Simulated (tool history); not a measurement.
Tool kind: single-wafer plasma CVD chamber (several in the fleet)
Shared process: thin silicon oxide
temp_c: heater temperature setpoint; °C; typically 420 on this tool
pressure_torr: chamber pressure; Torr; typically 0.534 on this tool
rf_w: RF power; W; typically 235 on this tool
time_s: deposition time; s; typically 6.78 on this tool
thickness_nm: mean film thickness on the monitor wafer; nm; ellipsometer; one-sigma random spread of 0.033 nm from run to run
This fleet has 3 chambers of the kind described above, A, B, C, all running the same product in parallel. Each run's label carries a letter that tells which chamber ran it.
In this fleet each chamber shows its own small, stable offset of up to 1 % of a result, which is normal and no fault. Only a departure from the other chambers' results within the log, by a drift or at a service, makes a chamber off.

| run | hour | temp_c | pressure_torr | rf_w | time_s | hours since the last thermocouple change | hours since the last RF generator calibration | hours since the last manometer calibration | read-back reference wafer on the same gauge, thickness_nm | thickness_nm |
|---|---|---|---|---|---|---|---|---|---|---|
| 1B | 1.9 | 420 | 0.534 | 235 | 6.78 | 1286.3 | 2235.4 | 326.9 | 7.82 | 7.2604 |
| 2A | 6 | 420 | 0.534 | 235 | 6.78 | 720.1 | 635.6 | 945.4 | 7.834 | 7.1877 |
| 3C | 8.9 | 420 | 0.534 | 235 | 6.78 | 1508 | 828.6 | 2038.8 | 7.836 | 7.2147 |
| 4B | 13.2 | 420 | 0.534 | 235 | 6.78 | 1297.6 | 2246.7 | 338.2 | 7.8328 | 7.2294 |
| 5C | 16.2 | 420 | 0.534 | 275 | 6.78 | 1515.3 | 835.9 | 2046.1 | 7.8273 | 7.7661 |
| 6A | 19.4 | 420 | 0.534 | 275 | 6.78 | 733.5 | 649 | 958.8 | 7.8309 | 7.7534 |
| 7B | 21.7 | 420 | 0.534 | 275 | 6.78 | 1306.1 | 2255.2 | 346.7 | 7.829 | 7.8472 |
| 8C | 25 | 420 | 0.534 | 235 | 6.78 | 1524.1 | 844.7 | 2054.9 | 7.8333 | 7.1581 |
| 9A | 29.3 | 420 | 0.534 | 235 | 6.78 | 743.4 | 658.9 | 968.7 | 7.8301 | 7.1795 |
| 10C | 33 | 420 | 0.534 | 235 | 6.78 | 1532.1 | 852.7 | 2062.9 | 7.8287 | 7.1621 |
| 11B | 37.2 | 420 | 0.534 | 235 | 6.78 | 1321.6 | 2270.7 | 362.2 | 7.8265 | 7.2154 |
| 12A | 40.2 | 420 | 0.534 | 235 | 6.78 | 754.3 | 669.8 | 979.6 | 7.8195 | 7.2244 |
| 13A | 43.7 | 420 | 0.534 | 235 | 6.78 | 757.8 | 673.3 | 983.1 | 7.8339 | 7.1345 |
| 14C | 47 | 420 | 0.534 | 235 | 6.78 | 1546.1 | 866.7 | 2076.9 | 7.8283 | 7.2005 |
| 15B | 49.7 | 420 | 0.534 | 235 | 6.78 | 1334.1 | 2283.2 | 374.7 | 7.8361 | 7.1708 |
| 16A | 53.7 | 420 | 0.534 | 235 | 6.78 | 767.8 | 683.3 | 993.1 | 7.8212 | 7.1486 |
| 17C | 56 | 420 | 0.534 | 235 | 6.78 | 1555.1 | 875.7 | 2085.9 | 7.8266 | 7.1231 |
| 18B | 59.2 | 420 | 0.534 | 235 | 6.78 | 1343.6 | 2292.7 | 384.2 | 7.8346 | 7.2099 |
| 19A | 62.2 | 420 | 0.534 | 235 | 6.78 | 776.3 | 691.8 | 1001.6 | 7.8314 | 7.2057 |
| 20C | 65.9 | 420 | 0.534 | 235 | 6.78 | 1565 | 885.6 | 2095.8 | 7.8357 | 7.0513 |
| 21B | 68 | 420 | 0.534 | 235 | 6.78 | 1352.4 | 2301.5 | 393 | 7.8298 | 7.2115 |
| 22A | 71.6 | 420 | 0.534 | 235 | 6.78 | 785.7 | 701.2 | 1011 | 7.8295 | 7.1716 |
| 23B | 75.8 | 420 | 0.534 | 235 | 6.78 | 1360.2 | 2309.3 | 400.8 | 7.8253 | 7.2578 |
| 24C | 78.3 | 420 | 0.534 | 235 | 6.78 | 1577.4 | 898 | 2108.2 | 7.8319 | 7.0344 |
| 25B | 80.8 | 420 | 0.534 | 235 | 6.78 | 1365.2 | 2314.3 | 405.8 | 7.8324 | 7.2697 |
| 26C | 83.3 | 420 | 0.534 | 235 | 6.78 | 1582.4 | 903 | 2113.2 | 7.8401 | 7.0468 |
| 27A | 86.8 | 420 | 0.534 | 235 | 6.78 | 800.9 | 716.4 | 1026.2 | 7.8381 | 7.2006 |
| 28A | 89.2 | 420 | 0.534 | 235 | 6.78 | 803.3 | 718.8 | 1028.6 | 7.8393 | 7.2208 |
| 29C | 93.4 | 420 | 0.534 | 235 | 6.78 | 1592.5 | 913.1 | 2123.3 | 7.829 | 6.9662 |
| 30B | 96.7 | 420 | 0.534 | 235 | 6.78 | 1381.1 | 2330.2 | 421.7 | 7.8265 | 7.2542 |
| 31A | 100.2 | 420 | 0.534 | 235 | 6.78 | 814.3 | 729.8 | 1039.6 | 7.8201 | 7.2442 |
| 32C | 102.9 | 420 | 0.534 | 235 | 6.78 | 1602 | 922.6 | 2132.8 | 7.8313 | 6.9365 |

One chamber off, gauge drift, or nothing amiss beyond the chambers' own small offsets? If it is a chamber, which one, and what is the likeliest cause?

It is chamber C that slowly wanders off from its peers.
What lies behind it: delivered RF power below the setpoint (%) = 7.76.
With only this log, it may be confused with: true pressure below the setpoint (%).

Below are 4 candidate recipes for chamber C's next run, each the usual settings with a change, their results shown as question marks. Which of them brings C's results back in line with what the other chambers give on the usual settings?
Counts as in line when no further than this from what the other chambers average on the usual settings: thickness_nm 0.11 nm
| 33C-1 | 106 | 420 | 0.51 | 230 | 6.6 |  |  |  |  | ? |
| 33C-2 | 106 | 419 | 0.534 | 260 | 6.78 |  |  |  |  | ? |
| 33C-3 | 106 | 420 | 0.534 | 245 | 7.23 |  |  |  |  | ? |
| 33C-4 | 106 | 420 | 0.521 | 235 | 6.68 |  |  |  |  | ? |

Average result of the remaining chambers running the usual settings: thickness_nm 7.2221 nm
| run | thickness_nm |
|---|---|
| 33C-1 | 6.3152 |
| 33C-2 | 7.2405 |
| 33C-3 | 7.5015 |
| 33C-4 | 6.6124 |
With 33C-2, the chamber falls back in line with the rest.

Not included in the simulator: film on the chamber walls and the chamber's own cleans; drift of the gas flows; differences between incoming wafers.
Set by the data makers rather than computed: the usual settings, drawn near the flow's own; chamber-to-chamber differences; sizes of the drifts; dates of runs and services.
